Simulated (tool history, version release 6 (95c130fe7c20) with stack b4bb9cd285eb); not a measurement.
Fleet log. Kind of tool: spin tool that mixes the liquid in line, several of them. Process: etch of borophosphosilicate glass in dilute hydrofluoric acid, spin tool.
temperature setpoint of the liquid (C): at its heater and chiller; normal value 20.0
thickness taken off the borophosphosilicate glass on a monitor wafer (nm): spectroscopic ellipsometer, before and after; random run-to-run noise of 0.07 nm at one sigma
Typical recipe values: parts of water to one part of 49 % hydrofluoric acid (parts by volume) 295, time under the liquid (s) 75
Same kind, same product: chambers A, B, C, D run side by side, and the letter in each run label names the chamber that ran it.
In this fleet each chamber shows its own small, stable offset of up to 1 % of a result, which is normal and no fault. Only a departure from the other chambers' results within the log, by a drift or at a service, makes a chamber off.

run	hour	temperature setpoint of the liquid (C)	parts of water to one part of 49 % hydrofluoric acid (parts by volume)	time under the liquid (s)	hours since the thermometer was replaced	hours since the hydrofluoric acid flow meter was replaced	read-back film thickness of the borophosphosilicate glass reference wafer, read on the same gauge (nm)	thickness taken off the borophosphosilicate glass on a monitor wafer (nm)
1C	2.6	20.0	295	75	1150.5	306.4	100.010	8.5698
2D	8.2	20.0	295	75	1171.8	164.6	99.987	8.6184
3A	10.8	20.0	295	75	1142.1	419.1	100.020	8.4811
4B	16.0	20.0	295	75	170.0	1324.0	100.010	8.6648
5A	20.8	20.0	295	75	1152.1	429.1	99.986	8.4567
6D	24.7	20.0	295	75	1188.3	181.1	99.993	8.4765
7B	30.5	20.0	295	90	184.5	1338.5	100.000	10.3570
8C	35.6	20.0	295	90	1183.5	339.4	100.010	10.3660
9C	41.4	20.0	295	90	1189.3	345.2	99.999	10.4430
10B	45.4	20.0	295	90	199.4	1353.4	100.010	10.2690
11D	48.8	20.0	295	75	1212.4	205.2	99.991	8.6099
12A	54.3	20.0	295	75	1185.6	462.6	99.999	8.4209
13B	59.5	21.5	295	110	213.5	1367.5	100.010	13.5150
14C	63.7	21.5	295	110	1211.6	367.5	100.020	13.2800
15A	68.9	21.5	295	110	1200.2	477.2	99.995	12.8210
16D	71.4	21.5	295	110	1235.0	227.8	99.994	13.3260
17C	75.8	20.0	295	75	1223.7	379.6	100.000	8.7311
18D	78.3	20.0	295	75	1241.9	234.7	99.992	8.6182
19B	83.0	20.0	295	75	237.0	1391.0	99.991	8.4845
20A	85.7	20.0	295	75	1217.0	494.0	100.000	8.2158
21D	88.5	20.0	295	75	1252.1	244.9	100.010	8.4722
22B	94.0	20.0	295	75	248.0	1402.0	99.987	8.4113
23C	99.7	20.0	295	75	1247.6	403.5	100.010	8.7166
24A	102.9	20.0	295	75	1234.2	511.2	99.996	8.0531
25B	106.8	20.0	295	75	260.8	1414.8	99.996	8.4488
26D	112.2	20.0	295	75	1275.8	268.6	100.000	8.6739
27C	117.7	20.0	295	75	1265.6	421.5	100.000	8.7343
28A	120.2	20.0	295	75	1251.5	528.5	99.986	8.0219
29D	123.9	20.0	295	75	1287.5	280.3	100.020	8.6883
30A	128.9	17.0	295	75	1260.2	537.2	99.990	7.1771

Has any chamber moved away from the others, gradually or after a service, or does the common gauge drift, or do the chambers differ only by their own small steady offsets? State the chamber and the most likely cause if one applies.

It is chamber A that slowly wanders off from its peers.
Most likely cause: hydrofluoric acid flow below the setpoint (%) = 5.08.
The log might look much the same if the cause were instead: liquid colder than its thermometer reads (K).

Which of the 4 candidates below, each the usual settings with something changed and its results left as question marks, puts chamber A back in line with what the other chambers give on the usual settings?
In line here means within this much of the mean the other chambers give on the usual settings: thickness taken off the borophosphosilicate glass on a monitor wafer (nm) 0.2400
31A-1	133.1	20.0	280	75				?
31A-2	133.1	20.0	315	75				?
31A-3	133.1	20.0	290	75				?
31A-4	133.1	20.0	300	75				?

Other chambers, usual settings, mean: thickness taken off the borophosphosilicate glass on a monitor wafer (nm) 8.5820
run	thickness taken off the borophosphosilicate glass on a monitor wafer (nm)
31A-1	8.4883
31A-2	7.3142
31A-3	8.1224
31A-4	7.7820
31A-1 is the one that brings the chamber's results back in line with the other chambers.
